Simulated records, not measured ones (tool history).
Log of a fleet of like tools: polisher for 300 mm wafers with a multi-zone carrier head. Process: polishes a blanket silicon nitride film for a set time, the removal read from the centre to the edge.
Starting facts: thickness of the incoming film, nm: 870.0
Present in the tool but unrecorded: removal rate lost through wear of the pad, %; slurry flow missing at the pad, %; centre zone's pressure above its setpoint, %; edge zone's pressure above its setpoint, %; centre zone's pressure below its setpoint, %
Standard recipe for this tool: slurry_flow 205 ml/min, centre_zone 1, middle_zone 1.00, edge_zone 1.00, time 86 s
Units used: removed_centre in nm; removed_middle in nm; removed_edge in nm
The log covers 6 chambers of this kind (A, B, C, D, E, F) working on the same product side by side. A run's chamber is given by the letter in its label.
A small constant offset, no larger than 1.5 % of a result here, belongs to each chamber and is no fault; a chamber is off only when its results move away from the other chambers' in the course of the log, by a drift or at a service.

run	hour	slurry_flow	centre_zone	middle_zone	edge_zone	time	wafers polished on this pad	hours since the slurry nozzle was cleaned	hours since the centre zone pressure was calibrated	hours since the edge zone pressure was calibrated	removed_centre	removed_middle	removed_edge
1C	10.0	205	1	1.00	1.00	86	526	14.4	574.3	473.8	93.892	92.623	89.620
2E	19.6	205	1	1.00	1.00	86	1138	213.1	148.5	1167.0	92.427	91.060	93.153
3F	25.6	205	1	1.00	1.00	86	449	401.4	312.2	115.0	93.625	92.658	91.706
4B	31.6	205	1	1.00	1.00	86	822	342.2	80.2	118.6	90.836	90.497	90.219
5D	41.4	205	1	1.00	1.00	86	565	275.6	366.7	411.2	92.450	90.408	92.420
# hour 45.6: chamber A: worn pad replaced by a new one
6A	49.2	205	1	0.94	0.94	86	28	634.4	158.5	54.0	92.198	88.567	87.183
7C	56.5	205	1	0.94	0.94	86	886	60.9	620.8	520.3	92.855	86.196	89.300
# hour 60.2: chamber E: worn pad replaced by a new one
8B	66.0	205	1	0.94	0.94	86	1088	376.6	114.6	153.0	90.767	83.791	88.361
# hour 66.9: chamber C: worn pad replaced by a new one
# hour 71.5: chamber D: worn pad replaced by a new one
9A	73.1	205	1	0.94	0.94	86	213	658.3	182.4	77.9	92.921	87.214	87.017
10D	78.2	205	1	0.94	0.94	86	51	312.4	403.5	448.0	95.434	86.696	88.937
# hour 79.9: chamber F: slurry nozzle cleaned
# hour 80.6: chamber F: worn pad replaced by a new one
11F	83.3	205	1	0.94	0.94	86	20	3.5	369.9	172.7	93.454	88.198	89.592
# hour 83.5: chamber E: edge zone pressure recalibrated
12E	89.5	205	1	1.00	1.00	86	227	283.0	218.4	6.1	91.434	90.634	90.527
13F	98.4	205	1	1.00	1.00	86	137	18.6	385.0	187.8	92.963	93.520	92.977
# hour 101.9: chamber F: centre zone pressure recalibrated
14B	106.0	205	1	1.00	1.00	86	1397	416.6	154.6	193.0	90.157	91.141	92.199
15D	111.4	225	1	1.00	1.00	76	308	345.6	436.7	481.2	83.274	81.519	81.249
16A	116.5	225	1	1.00	1.00	76	549	701.7	225.8	121.3	80.628	82.388	81.616
# hour 119.4: chamber B: worn pad replaced by a new one
17C	125.1	225	1	1.00	1.00	76	450	129.5	689.4	588.9	82.817	81.874	81.040
18E	130.0	225	1	1.00	1.00	76	540	323.5	258.9	46.6	80.989	82.633	81.447
19F	136.5	225	1	1.00	1.00	76	432	56.7	34.7	225.9	74.500	82.543	80.441
# hour 141.3: chamber A: slurry nozzle cleaned
20C	147.0	225	1	1.00	1.00	76	619	151.4	711.3	610.8	84.249	82.207	81.845
21B	153.1	205	1	1.00	1.00	86	260	463.7	201.7	240.1	91.121	90.063	91.340
22E	163.6	205	1	1.00	1.00	86	800	357.1	292.5	80.2	92.311	91.270	91.728
23D	170.8	205	1	1.00	1.00	86	768	405.0	496.1	540.6	91.427	91.689	92.784
24A	177.5	205	1	1.00	1.04	72	1021	36.3	286.8	182.3	76.587	76.796	76.418
# hour 181.3: chamber D: worn pad replaced by a new one
# hour 185.1: chamber F: worn pad replaced by a new one
25C	187.0	205	1	1.00	1.04	72	929	191.4	751.3	650.8	76.487	77.891	78.447
# hour 188.0: chamber E: slurry nozzle cleaned
26E	193.7	205	1	1.00	1.04	72	1033	5.7	322.6	110.3	75.855	76.452	78.837
27D	204.2	205	1	1.00	1.04	72	177	438.4	529.5	574.0	75.956	78.147	79.739
28A	209.0	205	1	1.00	1.04	72	1264	67.8	318.3	213.8	75.984	77.160	77.966
# hour 209.9: chamber E: worn pad replaced by a new one
# hour 218.1: chamber A: worn pad replaced by a new one
29B	218.4	205	1	1.00	1.04	72	765	529.0	267.0	305.4	75.467	76.286	78.899
# hour 223.4: chamber C: worn pad replaced by a new one
30F	229.1	205	1	1.00	1.00	111	340	149.3	127.3	318.5	106.500	121.290	118.290
31B	238.0	205	1	1.00	1.00	111	917	548.6	286.6	325.0	115.420	117.420	118.500
32C	242.9	205	1	1.00	1.00	111	151	247.3	807.2	706.7	118.360	119.160	119.140
33A	253.4	205	1	1.00	1.00	111	273	112.2	362.7	258.2	119.310	118.190	119.520
# hour 254.5: chamber D: slurry nozzle cleaned
34D	258.9	205	1	1.00	1.00	111	600	4.5	584.2	628.7	119.610	118.470	120.350
35F	269.5	205	1	1.00	1.00	111	653	189.7	167.7	358.9	105.660	118.460	118.110
36E	275.2	240	1	1.00	1.00	100	505	87.2	404.1	191.8	107.950	107.150	107.750
37E	284.9	240	1	1.00	1.00	100	580	96.9	413.8	201.5	108.150	107.480	109.620
38F	290.2	240	1	1.00	1.00	100	813	210.4	188.4	379.6	98.512	110.700	107.420
# hour 291.4: chamber C: slurry nozzle cleaned
# hour 292.1: chamber B: worn pad replaced by a new one
39C	300.4	240	1	1.00	1.00	100	596	9.0	864.7	764.2	110.620	109.190	109.710
40B	306.3	240	1	1.00	1.00	100	110	616.9	354.9	393.3	108.700	108.770	108.070

Is one chamber off against the others, does the gauge drift, or is nothing wrong? If a chamber is off, say which, and what the likeliest cause is.

After it was serviced, chamber F no longer matches the other chambers.
Cause: centre zone's pressure below its setpoint, % = 9.47.

Here are 4 candidates for chamber F's next run, each the usual settings with a change, their results left as question marks. Which one brings its results back in line with what the others give on the usual settings?
Maximum distance from the other chambers' mean on the usual settings for a result to count as in line: removed_centre 3.700 nm; removed_middle 2.900 nm; removed_edge 2.700 nm
41F-1	314.1	205	0.98	1.01	1.01	86					?	?	?
41F-2	314.1	205	1.02	0.99	0.99	86					?	?	?
41F-3	314.1	210	1.08	0.98	0.98	87					?	?	?
41F-4	314.1	200	0.92	1.02	1.02	85					?	?	?

On the usual settings, the other chambers give on average: removed_centre 91.548 nm; removed_middle 91.484 nm; removed_edge 91.584 nm
run	removed_centre	removed_middle	removed_edge
41F-1	80.766	93.772	92.903
41F-2	84.465	92.025	91.945
41F-3	91.414	92.502	92.760
41F-4	74.038	93.236	92.054
Change 41F-3 lands the chamber within the allowed miss of the other chambers.
